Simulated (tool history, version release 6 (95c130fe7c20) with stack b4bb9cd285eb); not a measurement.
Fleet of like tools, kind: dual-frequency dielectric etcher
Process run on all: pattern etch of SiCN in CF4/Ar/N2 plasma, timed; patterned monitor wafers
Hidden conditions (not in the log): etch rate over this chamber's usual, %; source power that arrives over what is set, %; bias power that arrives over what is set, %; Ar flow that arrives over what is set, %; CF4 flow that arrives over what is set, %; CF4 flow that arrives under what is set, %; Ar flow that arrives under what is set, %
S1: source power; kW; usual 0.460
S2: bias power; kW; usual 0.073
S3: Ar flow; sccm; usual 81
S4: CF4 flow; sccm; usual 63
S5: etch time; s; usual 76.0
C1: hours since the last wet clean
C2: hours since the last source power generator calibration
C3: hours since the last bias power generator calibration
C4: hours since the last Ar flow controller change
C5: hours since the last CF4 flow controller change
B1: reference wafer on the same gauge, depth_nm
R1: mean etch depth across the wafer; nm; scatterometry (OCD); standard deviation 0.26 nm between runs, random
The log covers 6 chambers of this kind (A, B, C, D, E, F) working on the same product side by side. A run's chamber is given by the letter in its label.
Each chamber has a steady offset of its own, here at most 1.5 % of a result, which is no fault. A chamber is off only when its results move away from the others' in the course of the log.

Run 1D, hour 2.3: usual settings; C1 283.6; C2 2985.5; C3 2656.2; C4 1760.3; C5 552.9; B1 56.670. Result: R1 68.005 nm.
Run 2F, hour 6.7: usual settings; C1 265.8; C2 2917.7; C3 4281.9; C4 3485.8; C5 830.5; B1 56.658. Result: R1 68.781 nm.
Run 3E, hour 10.4: usual settings; C1 87.3; C2 962.2; C3 1375.6; C4 75.2; C5 400.0; B1 56.738. Result: R1 68.707 nm.
Run 4C, hour 14.8: usual settings; C1 212.0; C2 2047.7; C3 1236.9; C4 2458.7; C5 631.3; B1 56.647. Result: R1 68.013 nm.
Run 5B, hour 17.6: usual settings; C1 523.4; C2 3789.5; C3 1545.3; C4 4095.2; C5 633.3; B1 56.742. Result: R1 68.474 nm.
Run 6A, hour 21.6: usual settings; C1 137.0; C2 1131.1; C3 3890.7; C4 501.1; C5 1879.1; B1 56.749. Result: R1 68.557 nm.
Run 7F, hour 25.9: usual settings; C1 285.0; C2 2936.9; C3 4301.1; C4 3505.0; C5 849.7; B1 56.679. Result: R1 69.024 nm.
Run 8D, hour 29.1: usual settings; C1 310.4; C2 3012.3; C3 2683.0; C4 1787.1; C5 579.7; B1 56.713. Result: R1 67.866 nm.
Run 9E, hour 33.3: usual settings; C1 110.2; C2 985.1; C3 1398.5; C4 98.1; C5 422.9; B1 56.708. Result: R1 68.946 nm.
Run 10B, hour 36.5: usual settings; C1 542.3; C2 3808.4; C3 1564.2; C4 4114.1; C5 652.2; B1 56.686. Result: R1 68.499 nm.
Run 11A, hour 39.2: usual settings; C1 154.6; C2 1148.7; C3 3908.3; C4 518.7; C5 1896.7; B1 56.699. Result: R1 68.919 nm.
At hour 39.7: chamber B: Ar flow controller replaced.
Run 12C, hour 43.4: usual settings but S1 0.520 kW, S5 65.5 s; C1 240.6; C2 2076.3; C3 1265.5; C4 2487.3; C5 659.9; B1 56.661. Result: R1 65.321 nm.
Run 13C, hour 47.3: usual settings but S1 0.520 kW, S5 65.5 s; C1 244.5; C2 2080.2; C3 1269.4; C4 2491.2; C5 663.8; B1 56.687. Result: R1 64.924 nm.
Run 14A, hour 50.5: usual settings but S1 0.520 kW, S5 65.5 s; C1 165.9; C2 1160.0; C3 3919.6; C4 530.0; C5 1908.0; B1 56.703. Result: R1 65.407 nm.
Run 15F, hour 53.5: usual settings but S1 0.520 kW, S5 65.5 s; C1 312.6; C2 2964.5; C3 4328.7; C4 3532.6; C5 877.3; B1 56.652. Result: R1 65.988 nm.
Run 16D, hour 56.5: usual settings but S1 0.520 kW, S5 65.5 s; C1 337.8; C2 3039.7; C3 2710.4; C4 1814.5; C5 607.1; B1 56.697. Result: R1 65.630 nm.
Run 17E, hour 58.7: usual settings but S1 0.520 kW, S5 65.5 s; C1 135.6; C2 1010.5; C3 1423.9; C4 123.5; C5 448.3; B1 56.674. Result: R1 65.965 nm.
Run 18B, hour 61.8: usual settings; C1 567.6; C2 3833.7; C3 1589.5; C4 22.1; C5 677.5; B1 56.681. Result: R1 68.495 nm.
Run 19D, hour 66.4: usual settings; C1 347.7; C2 3049.6; C3 2720.3; C4 1824.4; C5 617.0; B1 56.721. Result: R1 68.091 nm.
Run 20F, hour 70.5: usual settings; C1 329.6; C2 2981.5; C3 4345.7; C4 3549.6; C5 894.3; B1 56.708. Result: R1 68.819 nm.
Run 21A, hour 75.3: usual settings; C1 190.7; C2 1184.8; C3 3944.4; C4 554.8; C5 1932.8; B1 56.682. Result: R1 68.705 nm.
Run 22C, hour 78.0: usual settings; C1 275.2; C2 2110.9; C3 1300.1; C4 2521.9; C5 694.5; B1 56.719. Result: R1 67.754 nm.
Run 23E, hour 82.1: usual settings but S1 0.390 kW; C1 159.0; C2 1033.9; C3 1447.3; C4 146.9; C5 471.7; B1 56.607. Result: R1 59.281 nm.
Run 24B, hour 84.6: usual settings but S1 0.390 kW; C1 590.4; C2 3856.5; C3 1612.3; C4 44.9; C5 700.3; B1 56.675. Result: R1 59.213 nm.
Run 25B, hour 86.9: usual settings but S1 0.390 kW; C1 592.7; C2 3858.8; C3 1614.6; C4 47.2; C5 702.6; B1 56.737. Result: R1 59.353 nm.
Run 26A, hour 90.5: usual settings but S1 0.390 kW; C1 205.9; C2 1200.0; C3 3959.6; C4 570.0; C5 1948.0; B1 56.654. Result: R1 59.131 nm.
Run 27F, hour 94.9: usual settings but S1 0.390 kW; C1 354.0; C2 3005.9; C3 4370.1; C4 3574.0; C5 918.7; B1 56.711. Result: R1 59.826 nm.
Run 28C, hour 99.5: usual settings but S1 0.390 kW; C1 296.7; C2 2132.4; C3 1321.6; C4 2543.4; C5 716.0; B1 56.715. Result: R1 58.923 nm.
Run 29D, hour 103.9: usual settings; C1 385.2; C2 3087.1; C3 2757.8; C4 1861.9; C5 654.5; B1 56.650. Result: R1 67.755 nm.
Run 30E, hour 108.3: usual settings; C1 185.2; C2 1060.1; C3 1473.5; C4 173.1; C5 497.9; B1 56.712. Result: R1 68.992 nm.
Run 31F, hour 111.5: usual settings; C1 370.6; C2 3022.5; C3 4386.7; C4 3590.6; C5 935.3; B1 56.700. Result: R1 68.914 nm.
Run 32A, hour 114.6: usual settings; C1 230.0; C2 1224.1; C3 3983.7; C4 594.1; C5 1972.1; B1 56.684. Result: R1 68.211 nm.
Run 33E, hour 117.6: usual settings but S3 100 sccm, S5 67.5 s; C1 194.5; C2 1069.4; C3 1482.8; C4 182.4; C5 507.2; B1 56.668. Result: R1 59.234 nm.
Run 34B, hour 122.1: usual settings but S3 100 sccm, S5 67.5 s; C1 627.9; C2 3894.0; C3 1649.8; C4 82.4; C5 737.8; B1 56.699. Result: R1 58.998 nm.
Run 35C, hour 124.4: usual settings but S3 100 sccm, S5 67.5 s; C1 321.6; C2 2157.3; C3 1346.5; C4 2568.3; C5 740.9; B1 56.692. Result: R1 58.718 nm.
Run 36D, hour 128.8: usual settings but S3 100 sccm, S5 67.5 s; C1 410.1; C2 3112.0; C3 2782.7; C4 1886.8; C5 679.4; B1 56.687. Result: R1 58.497 nm.
Run 37A, hour 131.7: usual settings but S3 100 sccm, S5 67.5 s; C1 247.1; C2 1241.2; C3 4000.8; C4 611.2; C5 1989.2; B1 56.730. Result: R1 58.920 nm.
Run 38E, hour 134.3: usual settings but S3 100 sccm, S5 67.5 s; C1 211.2; C2 1086.1; C3 1499.5; C4 199.1; C5 523.9; B1 56.722. Result: R1 59.414 nm.

For the next run the whole fleet of 6 chambers uses the same settings. Give each chamber's results:
Run 39A, hour 137.8: usual settings. Result: R1 ?.
Run 39B, hour 137.8: usual settings. Result: R1 ?.
Run 39C, hour 137.8: usual settings. Result: R1 ?.
Run 39D, hour 137.8: usual settings. Result: R1 ?.
Run 39E, hour 137.8: usual settings. Result: R1 ?.
Run 39F, hour 137.8: usual settings. Result: R1 ?.

run      R1
39A  68.520
39B  68.533
39C  68.191
39D  67.619
39E  68.742
39F  69.353
